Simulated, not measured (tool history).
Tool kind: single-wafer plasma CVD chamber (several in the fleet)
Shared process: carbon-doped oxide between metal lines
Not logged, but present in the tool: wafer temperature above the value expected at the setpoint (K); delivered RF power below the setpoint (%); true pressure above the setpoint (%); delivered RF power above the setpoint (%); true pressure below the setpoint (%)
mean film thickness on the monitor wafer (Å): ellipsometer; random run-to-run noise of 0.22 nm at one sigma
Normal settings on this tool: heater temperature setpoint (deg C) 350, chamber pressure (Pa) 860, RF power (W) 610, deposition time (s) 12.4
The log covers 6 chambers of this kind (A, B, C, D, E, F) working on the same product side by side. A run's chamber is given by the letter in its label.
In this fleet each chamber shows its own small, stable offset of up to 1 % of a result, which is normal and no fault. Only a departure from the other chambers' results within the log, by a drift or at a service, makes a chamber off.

run,hour,heater temperature setpoint (deg C),chamber pressure (Pa),RF power (W),deposition time (s),hours since the last thermocouple change,hours since the last RF generator calibration,hours since the last manometer calibration,"read-back reference wafer on the same gauge, thickness_nm",mean film thickness on the monitor wafer (Å)
1C,5,350,860,610,12.4,919.5,907.9,905.1,80.107,748.13
2A,10,350,860,610,12.4,922.2,162.1,555,80.12,745.97
3E,18.3,350,860,610,12.4,638,554.1,268,80.097,753.76
4F,25,350,860,610,12.4,287.4,40.8,2151.1,80.081,746.51
5D,30.5,350,860,610,12.4,1840.6,953.2,569.3,80.113,746.77
6B,37.5,350,860,610,12.4,429,542.7,2738.3,80.155,756.85
7A,42.3,350,860,610,12.4,954.5,194.4,587.3,80.119,747.89
8D,48.6,350,860,610,12.4,1858.7,971.3,587.4,80.064,750.52
9E,56.7,350,860,610,12.4,676.4,592.5,306.4,80.025,754.78
10F,65.2,350,860,610,12.4,327.6,81,2191.3,80.106,752.2
11C,72.1,350,860,610,12.4,986.6,975,972.2,80.118,748.19
12B,79.3,350,860,610,12.4,470.8,584.5,2780.1,80.094,754.68
13B,86.3,350,860,610,12.4,477.8,591.5,2787.1,80.148,757.61
14D,92.7,350,860,610,12.4,1902.8,1015.4,631.5,80.112,745.98
15A,100.2,350,860,610,12.4,1012.4,252.3,645.2,80.125,744.48
16C,108.9,350,860,610,12.4,1023.4,1011.8,1009,80.036,741.8
17F,116.1,337,860,610,12.4,378.5,131.9,2242.2,80.102,780.88
18E,124,337,860,610,12.4,743.7,659.8,373.7,80.117,784.28
# hour 127.4: chamber B: capacitance manometer re-zeroed and calibrated
19C,132.1,337,860,610,12.4,1046.6,1035,1032.2,80.066,774.4
20E,135.9,337,860,610,12.4,755.6,671.7,385.6,80.083,783.82
21B,141.7,337,860,610,12.4,533.2,646.9,14.4,80.067,787.78
22A,147.9,337,860,610,12.4,1060.1,300,692.9,80.098,780.92
# hour 153.9: chamber C: thermocouple changed; heater temperature recalibrated
23D,154.1,350,860,610,12.4,1964.2,1076.8,692.9,80.107,744.53
24F,161.6,350,795,610,12.4,424,177.4,2287.7,80.153,742.14
25B,169.5,350,795,610,12.4,561,674.7,42.2,80.106,751.73
# hour 171.6: chamber D: RF generator calibrated
26E,173.3,350,795,610,12.4,793,709.1,423,80.135,746.71
27A,177.2,350,795,610,12.4,1089.4,329.3,722.2,80.083,743.6
28D,182.8,350,795,610,12.4,1992.9,11.3,721.6,80.041,740.67
29C,187.1,350,795,610,12.4,33.2,1090,1087.2,80.12,728.51
30F,191.4,350,860,610,12.4,453.8,207.2,2317.5,80.057,747.42
31B,197.7,350,860,610,12.4,589.2,702.9,70.4,80.148,757.97
32A,204.5,350,860,610,12.4,1116.7,356.6,749.5,80.105,747.71
33D,210,350,860,610,12.4,2020.1,38.5,748.8,80.106,744.91
34E,213.9,350,860,610,12.4,833.6,749.7,463.6,80.168,752.85
35F,219.6,343,929,610,12.4,482,235.4,2345.7,80.041,765.65
36C,225.9,343,929,610,12.4,72,1128.8,1126,80.102,748.23
37C,234.2,343,929,610,12.4,80.3,1137.1,1134.3,80.106,751.23

Next, all 6 chambers run the settings below, one line each with question marks for the results. What does each chamber give?
38A,240.4,350,860,610,11,,,,,?
38B,240.4,350,860,610,11,,,,,?
38C,240.4,350,860,610,11,,,,,?
38D,240.4,350,860,610,11,,,,,?
38E,240.4,350,860,610,11,,,,,?
38F,240.4,350,860,610,11,,,,,?

run,mean film thickness on the monitor wafer (Å)
38A,664.89
38B,669.37
38C,644.71
38D,663.19
38E,670.75
38F,666.3

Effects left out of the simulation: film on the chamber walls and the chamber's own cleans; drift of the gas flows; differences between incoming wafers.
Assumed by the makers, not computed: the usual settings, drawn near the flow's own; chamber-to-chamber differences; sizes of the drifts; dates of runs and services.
